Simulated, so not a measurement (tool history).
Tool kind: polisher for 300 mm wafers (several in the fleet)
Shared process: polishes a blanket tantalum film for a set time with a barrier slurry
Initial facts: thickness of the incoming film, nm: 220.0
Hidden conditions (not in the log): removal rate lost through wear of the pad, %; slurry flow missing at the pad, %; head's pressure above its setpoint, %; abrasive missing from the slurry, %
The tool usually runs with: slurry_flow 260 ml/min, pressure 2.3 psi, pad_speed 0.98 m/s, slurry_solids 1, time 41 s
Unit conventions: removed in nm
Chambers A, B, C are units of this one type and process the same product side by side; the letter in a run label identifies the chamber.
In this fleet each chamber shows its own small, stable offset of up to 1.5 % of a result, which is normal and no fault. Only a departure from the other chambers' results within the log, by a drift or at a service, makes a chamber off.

run   hour  slurry_flow  pressure  pad_speed  slurry_solids  time  wafers polished on this pad  hours since the slurry nozzle was cleaned  hours since the head pressure was calibrated  hours since the slurry blender was calibrated  removed
 1C    2.7          260       2.3       0.98              1    41                          360                                        4.9                                         223.8                                          139.3   65.039
 2A    6.7          260       2.3       0.98              1    41                          411                                        253                                         425.6                                           81.2   64.908
 3B   11.9          260       2.3       0.98              1    41                          165                                         19                                         410.8                                            339   63.595
 4A   16.6          260       2.3       0.98              1    41                          521                                      262.9                                         435.5                                           91.1   64.394
 5C   21.7          260       2.3       0.98              1    41                          571                                       23.9                                         242.8                                          158.3   62.322
 6B     25          260       2.3       0.98              1    41                          310                                       32.1                                         423.9                                          352.1   63.642
        29  -- chamber C: worn pad replaced by a new one
 7C   29.4          260       2.3       0.98              1    41                            4                                       31.6                                         250.5                                            166   62.474
 8A   32.6          260       2.3       0.98              1    41                          699                                      278.9                                         451.5                                          107.1    63.83
 9B     36          260       2.3       0.98              1    41                          432                                       43.1                                         434.9                                          363.1   64.509
10A   38.9          260       2.3       0.98              1    41                          769                                      285.2                                         457.8                                          113.4   62.502
11C   43.3          260       2.3       0.98              1    41                          158                                       45.5                                         264.4                                          179.9     63.9
12B   49.1          260       2.3       0.98              1    41                          578                                       56.2                                           448                                          376.2   64.465
      49.2  -- chamber B: worn pad replaced by a new one
13C     54          260       2.3       0.98              1    41                          277                                       56.2                                         275.1                                          190.6   63.018
14A   58.9          260       2.3       0.98              1    41                          991                                      305.2                                         477.8                                          133.4   63.105
15B   64.2          260       2.3       0.98              1    41                          167                                       71.3                                         463.1                                          391.3   63.997
16B   67.4          260       2.3       0.98              1    33                          202                                       74.5                                         466.3                                          394.5   51.326
17A   71.5          260       2.3       0.98              1    33                         1131                                      317.8                                         490.4                                            146   48.606
18C     77          260       2.3       0.98              1    33                          533                                       79.2                                         298.1                                          213.6   51.188
19B   82.2          260       2.3       0.98              1    41                          367                                       89.3                                         481.1                                          409.3   65.158
      83.2  -- chamber B: slurry blender recalibrated
      84.3  -- chamber C: worn pad replaced by a new one
20A   85.6          260       2.3       0.98              1    41                         1287                                      331.9                                         504.5                                          160.1   60.769
21C   91.5          260       2.3       0.98              1    41                           80                                       93.7                                         312.6                                          228.1    62.71
      93.5  -- chamber A: head pressure recalibrated
22C   94.4          210       2.3       0.98            1.1    41                          112                                       96.6                                         315.5                                            231   63.814
      94.7  -- chamber A: worn pad replaced by a new one
      96.8  -- chamber B: worn pad replaced by a new one
23B   97.5          210       2.3       0.98            1.1    41                            7                                      104.6                                         496.4                                           14.3   64.176
24A  101.5          210       2.3       0.98            1.1    41                           75                                      347.8                                           8.1                                            176   59.365
25B  106.2          260       2.3       0.98              1    41                          104                                      113.3                                         505.1                                             23   63.677
26C  109.8          260       2.3       0.98              1    41                          283                                        112                                         330.9                                          246.4   63.155
27A  115.4          260       2.3       0.98              1    41                          230                                      361.7                                            22                                          189.9   58.168
28C  119.3          260       2.3       0.98              1    41                          389                                      121.5                                         340.4                                          255.9   64.331
29B  124.2          260       2.3       0.98              1    41                          304                                      131.3                                         523.1                                             41   64.858
30A  128.2          260       2.3       0.98              1    41                          372                                      374.5                                          34.8                                          202.7   57.027
     129.5  -- chamber C: worn pad replaced by a new one
31A  132.7          260       2.3       0.98              1    41                          422                                        379                                          39.3                                          207.2   57.108
32C  138.3          310       2.3       0.98              1    37                           98                                      140.5                                         359.4                                          274.9   58.101
33B    143          310       2.3       0.98              1    37                          513                                      150.1                                         541.9                                           59.8   58.714

All 3 chambers run these settings next. Forecast each chamber's results:
34A  147.4          260       2.3       1.18              1    41                                                                                                                                                                             ?
34B  147.4          260       2.3       1.18              1    41                                                                                                                                                                             ?
34C  147.4          260       2.3       1.18              1    41                                                                                                                                                                             ?

run  removed
34A   66.662
34B   77.961
34C    76.26

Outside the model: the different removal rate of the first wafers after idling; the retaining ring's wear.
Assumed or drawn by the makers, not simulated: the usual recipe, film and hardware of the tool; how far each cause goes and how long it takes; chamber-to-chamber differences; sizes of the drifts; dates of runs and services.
